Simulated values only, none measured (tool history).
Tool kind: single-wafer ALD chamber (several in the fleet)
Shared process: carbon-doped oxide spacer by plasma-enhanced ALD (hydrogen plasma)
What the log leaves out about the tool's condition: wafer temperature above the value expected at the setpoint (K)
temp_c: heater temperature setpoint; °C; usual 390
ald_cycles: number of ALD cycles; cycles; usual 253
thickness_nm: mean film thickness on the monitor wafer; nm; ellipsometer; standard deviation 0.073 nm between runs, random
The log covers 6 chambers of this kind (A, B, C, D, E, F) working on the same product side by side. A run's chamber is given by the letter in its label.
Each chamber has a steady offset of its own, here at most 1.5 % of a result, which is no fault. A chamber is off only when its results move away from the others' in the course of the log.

run	hour	temp_c	ald_cycles	hours since the last thermocouple change	read-back reference wafer on the same gauge, thickness_nm	thickness_nm
1B	13.1	390	253	890.3	15.085	12.478
2E	20.5	390	253	664.9	15.079	12.520
3A	34.3	390	253	238.2	15.097	12.734
4D	43.4	390	253	520.7	15.096	12.585
5F	51.9	385	287	846.3	15.090	14.590
6C	61.3	385	287	687.0	15.100	14.212
7C	72.6	385	287	698.3	15.097	14.229
8B	86.5	385	287	963.7	15.105	14.250
9D	98.6	385	287	575.9	15.113	14.593
10A	105.4	385	287	309.3	15.085	14.479
11F	118.4	390	253	912.8	15.125	12.772
12E	131.3	390	253	775.7	15.121	12.660
13B	139.4	390	253	1016.6	15.090	12.649
14D	147.5	390	253	624.8	15.099	12.689
15E	156.7	390	253	801.1	15.100	12.691
16A	169.9	390	253	373.8	15.106	12.730
# hour 170.2: chamber B: thermocouple changed; heater temperature recalibrated
17F	184.4	390	253	978.8	15.113	12.829
18C	195.6	390	253	821.3	15.107	12.423
19A	207.0	390	253	410.9	15.068	12.700
20C	217.5	390	253	843.2	15.105	12.550
21B	232.0	390	253	61.9	15.091	12.512
22E	238.7	390	253	883.1	15.110	12.612
23D	251.9	390	253	729.2	15.112	12.917
24F	259.3	390	253	1053.7	15.099	12.848
25E	269.1	390	253	913.5	15.085	12.687
# hour 274.1: chamber E: thermocouple changed; heater temperature recalibrated
26C	280.3	390	253	906.0	15.116	12.612
27F	293.8	390	253	1088.2	15.087	12.857
28D	302.9	390	253	780.2	15.115	12.733
29B	310.1	390	253	140.0	15.085	12.519
30A	325.0	390	253	528.9	15.106	12.660
31B	334.1	390	253	164.0	15.098	12.576
32C	345.0	390	253	970.7	15.129	12.559
33A	355.9	395	232	559.8	15.076	11.589
34E	367.2	395	232	93.2	15.102	11.491
35F	377.5	395	232	1171.9	15.121	11.658
36D	384.7	395	232	862.0	15.096	11.646
37B	397.8	395	232	227.7	15.099	11.480
38E	407.0	395	232	133.0	15.103	11.618
39C	418.7	390	253	1044.4	15.095	12.622
40A	430.9	390	253	634.8	15.107	12.734
41D	439.8	390	253	917.1	15.092	12.765

One chamber off, gauge drift, or nothing amiss beyond the chambers' own small offsets? If it is a chamber, which one, and what is the likeliest cause?

No chamber is off and the gauge is stable; the differences are just each chamber's small, constant offset.
